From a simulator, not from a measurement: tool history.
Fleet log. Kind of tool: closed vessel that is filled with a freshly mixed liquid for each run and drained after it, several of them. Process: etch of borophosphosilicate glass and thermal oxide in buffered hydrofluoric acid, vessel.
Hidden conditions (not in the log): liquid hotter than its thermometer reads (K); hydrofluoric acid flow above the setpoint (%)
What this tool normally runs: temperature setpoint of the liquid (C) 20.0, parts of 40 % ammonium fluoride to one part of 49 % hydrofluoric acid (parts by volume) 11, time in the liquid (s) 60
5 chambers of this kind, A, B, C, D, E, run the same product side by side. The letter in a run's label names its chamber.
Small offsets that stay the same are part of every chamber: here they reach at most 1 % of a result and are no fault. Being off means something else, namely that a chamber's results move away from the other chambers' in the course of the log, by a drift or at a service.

run   hour  temperature setpoint of the liquid (C)  parts of 40 % ammonium fluoride to one part of 49 % hydrofluoric acid (parts by volume)  time in the liquid (s)  hours since the thermometer was replaced  hours since the hydrofluoric acid flow meter was replaced  read-back film thickness of the borophosphosilicate glass reference wafer, read on the same gauge (nm)  read-back film thickness of the thermal oxide reference wafer, read on the same gauge (nm)  thickness taken off the borophosphosilicate glass on a monitor wafer (angstrom)  thickness taken off the thermal oxide on a monitor wafer (angstrom)
 1A    3.9                                    20.0                                                                                       11                      60                                    1403.1                                                      907.9                                                                                                  30.000                                                                                      130.04                                                                           714.91                                                               522.34
 2E    6.2                                    20.0                                                                                       11                      60                                    1930.5                                                     1408.6                                                                                                  30.016                                                                                      129.99                                                                           718.83                                                               521.92
 3B   10.6                                    20.0                                                                                       11                      60                                     449.3                                                     1116.3                                                                                                  29.980                                                                                      130.00                                                                           717.80                                                               528.54
 4D   15.2                                    20.0                                                                                       11                      60                                     390.8                                                      109.0                                                                                                  30.007                                                                                      129.97                                                                           725.96                                                               507.26
 5C   20.1                                    20.0                                                                                       11                      60                                     355.6                                                      127.2                                                                                                  29.989                                                                                      130.03                                                                           724.91                                                               520.10
 6B   22.7                                    20.0                                                                                       11                      60                                     461.4                                                     1128.4                                                                                                  30.011                                                                                      130.02                                                                           719.38                                                               527.07
 7A   26.6                                    20.0                                                                                       11                      60                                    1425.8                                                      930.6                                                                                                  30.006                                                                                      130.04                                                                           717.13                                                               523.34
 8C   31.3                                    20.0                                                                                       11                      60                                     366.8                                                      138.4                                                                                                  29.999                                                                                      130.03                                                                           727.76                                                               522.55
 9E   36.0                                    20.0                                                                                       11                      60                                    1960.3                                                     1438.4                                                                                                  30.022                                                                                      130.00                                                                           726.14                                                               526.24
10D   39.2                                    17.0                                                                                       11                      40                                     414.8                                                      133.0                                                                                                  30.015                                                                                      129.99                                                                           400.18                                                               291.14
11B   42.8                                    17.0                                                                                       11                      40                                     481.5                                                     1148.5                                                                                                  29.999                                                                                      130.01                                                                           410.70                                                               295.69
12A   46.6                                    17.0                                                                                       11                      40                                    1445.8                                                      950.6                                                                                                  29.991                                                                                      130.01                                                                           404.69                                                               290.97
13C   51.4                                    17.0                                                                                       11                      40                                     386.9                                                      158.5                                                                                                  30.002                                                                                      129.99                                                                           412.51                                                               290.60
14D   54.8                                    17.0                                                                                       11                      40                                     430.4                                                      148.6                                                                                                  29.987                                                                                      130.01                                                                           403.80                                                               290.54
15E   59.1                                    20.0                                                                                       11                      60                                    1983.4                                                     1461.5                                                                                                  29.986                                                                                      129.98                                                                           722.82                                                               520.65
16D   61.7                                    20.0                                                                                       11                      60                                     437.3                                                      155.5                                                                                                  29.982                                                                                      130.07                                                                           718.15                                                               517.09
17E   64.4                                    20.0                                                                                       11                      60                                    1988.7                                                     1466.8                                                                                                  29.994                                                                                      129.99                                                                           717.36                                                               523.94
18A   69.3                                    20.0                                                                                       11                      60                                    1468.5                                                      973.3                                                                                                  30.013                                                                                      129.96                                                                           717.32                                                               530.28
19C   72.1                                    20.0                                                                                       11                      60                                     407.6                                                      179.2                                                                                                  29.982                                                                                      129.94                                                                           730.62                                                               519.88
20B   76.2                                    20.0                                                                                       11                      60                                     514.9                                                     1181.9                                                                                                  30.006                                                                                      130.03                                                                           715.16                                                               527.78
21E   80.5                                    20.0                                                                                       11                      60                                    2004.8                                                     1482.9                                                                                                  30.004                                                                                      129.99                                                                           718.39                                                               518.37
22B   84.2                                    20.0                                                                                       11                      60                                     522.9                                                     1189.9                                                                                                  30.003                                                                                      130.00                                                                           716.07                                                               527.70
23C   87.8                                    17.0                                                                                       11                      35                                     423.3                                                      194.9                                                                                                  30.011                                                                                      130.01                                                                           356.86                                                               256.78
24D   92.5                                    17.0                                                                                       11                      35                                     468.1                                                      186.3                                                                                                  29.977                                                                                      130.02                                                                           354.83                                                               256.10
25A   96.5                                    17.0                                                                                       11                      35                                    1495.7                                                     1000.5                                                                                                  30.028                                                                                      129.99                                                                           354.56                                                               258.38
26C  101.3                                    17.0                                                                                       11                      35                                     436.8                                                      208.4                                                                                                  29.992                                                                                      129.96                                                                           358.54                                                               253.98
27D  106.0                                    17.0                                                                                       11                      35                                     481.6                                                      199.8                                                                                                  30.007                                                                                      129.95                                                                           354.30                                                               254.38
28B  110.0                                    20.0                                                                                       11                      60                                     548.7                                                     1215.7                                                                                                  29.993                                                                                      130.00                                                                           721.52                                                               526.78
29A  113.4                                    20.0                                                                                       11                      60                                    1512.6                                                     1017.4                                                                                                  30.013                                                                                      130.01                                                                           720.68                                                               516.39
30E  116.2                                    20.0                                                                                       11                      35                                    2040.5                                                     1518.6                                                                                                  29.993                                                                                      129.95                                                                           425.01                                                               302.98
31B  120.7                                    20.0                                                                                       11                      35                                     559.4                                                     1226.4                                                                                                  30.024                                                                                      129.98                                                                           418.29                                                               303.56
32D  123.0                                    20.0                                                                                       11                      35                                     498.6                                                      216.8                                                                                                  29.989                                                                                      130.07                                                                           420.56                                                               303.57

Is one chamber off against the others, does the gauge drift, or is nothing wrong? If a chamber is off, say which, and what the likeliest cause is.

No chamber is off and the gauge is stable; the differences are just each chamber's small, constant offset.
